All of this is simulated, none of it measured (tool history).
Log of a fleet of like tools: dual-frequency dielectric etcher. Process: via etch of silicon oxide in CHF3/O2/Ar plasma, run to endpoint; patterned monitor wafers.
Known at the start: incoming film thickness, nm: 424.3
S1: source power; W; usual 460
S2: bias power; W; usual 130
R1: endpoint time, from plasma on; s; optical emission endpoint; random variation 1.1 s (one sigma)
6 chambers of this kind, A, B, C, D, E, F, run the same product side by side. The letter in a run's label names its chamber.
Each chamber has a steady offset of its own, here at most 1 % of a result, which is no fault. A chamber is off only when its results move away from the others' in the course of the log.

run	hour	S1	S2	R1
1E	6.4	460	130	262.80
2D	12.6	460	130	265.93
# hour 15.9: chamber F: wet clean of the chamber
3F	20.7	460	130	264.64
4C	29.8	460	130	265.09
5B	39.9	460	130	265.56
6A	49.9	550	161	230.30
7B	62.5	550	161	230.57
8F	72.8	550	161	231.68
9E	81.8	550	161	229.46
10C	90.6	550	161	230.32
11D	101.0	550	161	230.30
12A	111.5	460	130	263.88
13A	118.7	460	130	262.96
# hour 125.7: chamber E: bias power generator calibrated
14C	129.1	460	130	264.33
15E	136.6	460	130	261.83
16D	147.7	460	130	262.14
17B	157.8	460	130	266.81
18F	168.4	460	130	263.74
19D	179.0	460	130	263.55
20B	189.6	460	130	264.90
21A	195.9	460	130	259.29
22C	202.9	460	130	262.19
# hour 209.1: chamber D: bias power generator calibrated
# hour 210.6: chamber E: wet clean of the chamber
23E	211.8	460	130	261.98
24F	222.2	460	130	265.00
25A	233.6	460	130	258.74
26C	241.7	460	130	263.46
27E	252.1	460	130	265.26
28F	261.8	460	130	264.28
29B	267.5	460	130	267.06
30D	276.6	460	130	263.12
31B	283.8	460	130	266.67
32F	292.6	460	130	266.65
33D	301.8	460	130	265.09
# hour 307.5: chamber C: source power generator calibrated
34E	312.6	460	130	262.91
35C	318.1	460	130	262.48
# hour 324.9: chamber B: source power generator calibrated
36A	329.2	370	130	279.25
37E	341.0	370	130	286.79
# hour 351.4: chamber B: wet clean of the chamber
38B	352.9	370	130	288.09
39C	361.9	370	130	286.29

Next, every chamber runs the same settings. What will each give?
40A	370.9	460	148	?
40B	370.9	460	148	?
40C	370.9	460	148	?
40D	370.9	460	148	?
40E	370.9	460	148	?
40F	370.9	460	148	?

run	R1
40A	244.40
40B	254.94
40C	251.67
40D	252.83
40E	254.46
40F	254.26
